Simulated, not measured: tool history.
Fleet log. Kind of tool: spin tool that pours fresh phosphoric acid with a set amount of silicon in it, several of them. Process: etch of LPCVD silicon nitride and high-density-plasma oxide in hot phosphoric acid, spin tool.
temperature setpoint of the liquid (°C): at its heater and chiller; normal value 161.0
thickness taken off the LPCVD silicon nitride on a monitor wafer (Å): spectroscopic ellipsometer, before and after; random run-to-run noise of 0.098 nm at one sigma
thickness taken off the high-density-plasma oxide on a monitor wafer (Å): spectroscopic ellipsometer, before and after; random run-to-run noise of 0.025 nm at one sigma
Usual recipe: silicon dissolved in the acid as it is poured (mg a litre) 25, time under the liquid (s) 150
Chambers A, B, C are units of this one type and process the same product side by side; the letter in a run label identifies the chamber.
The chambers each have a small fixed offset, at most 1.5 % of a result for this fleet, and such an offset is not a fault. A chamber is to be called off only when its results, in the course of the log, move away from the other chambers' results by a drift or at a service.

| run | day | temperature setpoint of the liquid (°C) | silicon dissolved in the acid as it is poured (mg a litre) | time under the liquid (s) | read-back film thickness of the LPCVD silicon nitride reference wafer, read on the same gauge (nm) | read-back film thickness of the high-density-plasma oxide reference wafer, read on the same gauge (nm) | thickness taken off the LPCVD silicon nitride on a monitor wafer (Å) | thickness taken off the high-density-plasma oxide on a monitor wafer (Å) |
|---|---|---|---|---|---|---|---|---|
| 1C | 0.254 | 161.0 | 25 | 150 | 109.99 | 69.961 | 145.27 | 1.6733 |
| 2A | 0.708 | 161.0 | 25 | 150 | 109.99 | 69.979 | 147.01 | 1.8524 |
| 3B | 0.983 | 161.0 | 25 | 150 | 109.96 | 69.970 | 147.16 | 2.3892 |
| 4B | 1.258 | 161.0 | 25 | 150 | 109.97 | 69.970 | 146.02 | 2.3900 |
| 5A | 1.775 | 161.0 | 25 | 150 | 110.01 | 69.963 | 145.83 | 2.2639 |
| 6C | 2.071 | 161.0 | 25 | 150 | 110.01 | 69.925 | 145.35 | 2.4081 |
| 7C | 2.421 | 161.0 | 25 | 150 | 110.01 | 70.023 | 144.24 | 1.9676 |
| 8B | 2.879 | 161.0 | 25 | 150 | 110.02 | 70.066 | 143.26 | 2.3467 |
| 9A | 3.183 | 163.0 | 25 | 215 | 110.01 | 69.983 | 222.78 | 3.0431 |
| 10B | 3.671 | 163.0 | 25 | 215 | 110.02 | 69.942 | 222.19 | 4.0317 |
| 11A | 4.033 | 163.0 | 25 | 215 | 110.01 | 70.002 | 223.13 | 4.0229 |
| 12C | 4.412 | 161.0 | 25 | 150 | 110.00 | 70.015 | 145.45 | 1.8803 |
| 13B | 4.746 | 161.0 | 25 | 150 | 110.00 | 69.957 | 144.34 | 1.5329 |
| 14C | 5.208 | 161.0 | 25 | 150 | 110.02 | 69.995 | 146.00 | 2.1655 |
| 15A | 5.708 | 161.0 | 25 | 150 | 110.01 | 69.989 | 147.75 | 1.8233 |
| 16C | 6.088 | 161.0 | 25 | 150 | 110.02 | 70.065 | 145.50 | 2.1920 |
| 17A | 6.488 | 163.5 | 25 | 150 | 110.02 | 69.998 | 158.53 | 2.7154 |
| 18B | 6.962 | 163.5 | 25 | 150 | 109.98 | 69.974 | 154.37 | 1.9302 |
| 19C | 7.275 | 163.5 | 25 | 150 | 110.01 | 69.992 | 157.44 | 2.6928 |
| 20B | 7.742 | 161.0 | 25 | 150 | 110.00 | 70.028 | 141.45 | 1.4803 |
| 21A | 8.171 | 158.5 | 7 | 150 | 110.00 | 70.028 | 135.67 | 2.5857 |
| 22C | 8.629 | 158.5 | 7 | 150 | 109.99 | 70.034 | 132.60 | 2.6180 |
| 23A | 9.112 | 158.5 | 7 | 150 | 109.99 | 70.016 | 136.21 | 3.0530 |
| 24B | 9.496 | 161.0 | 25 | 150 | 109.99 | 69.998 | 139.01 | 1.9849 |
| 25A | 9.883 | 161.0 | 25 | 150 | 110.00 | 69.996 | 145.33 | 1.9179 |
| 26C | 10.358 | 161.0 | 25 | 150 | 110.00 | 69.998 | 145.56 | 1.9232 |
| 27B | 10.629 | 161.0 | 25 | 150 | 110.01 | 69.977 | 138.61 | 1.7060 |
| 28B | 10.975 | 161.0 | 25 | 150 | 109.99 | 69.990 | 139.06 | 1.9297 |
| 29C | 11.367 | 161.0 | 25 | 150 | 109.98 | 70.029 | 145.15 | 1.8013 |
| 30A | 11.658 | 161.0 | 25 | 150 | 110.00 | 70.038 | 147.28 | 1.9892 |
| 31C | 12.108 | 161.0 | 25 | 150 | 109.99 | 69.996 | 144.83 | 1.9161 |
| 32A | 12.646 | 161.0 | 25 | 150 | 110.01 | 70.054 | 147.04 | 2.1459 |

Predict what each chamber gives when all 3 of them run the settings below next.
| 33A | 13.033 | 162.5 | 25 | 150 |  |  | ? | ? |
| 33B | 13.033 | 162.5 | 25 | 150 |  |  | ? | ? |
| 33C | 13.033 | 162.5 | 25 | 150 |  |  | ? | ? |

| run | thickness taken off the LPCVD silicon nitride on a monitor wafer (Å) | thickness taken off the high-density-plasma oxide on a monitor wafer (Å) |
|---|---|---|
| 33A | 154.44 | 2.1826 |
| 33B | 145.02 | 1.4399 |
| 33C | 153.55 | 2.4540 |
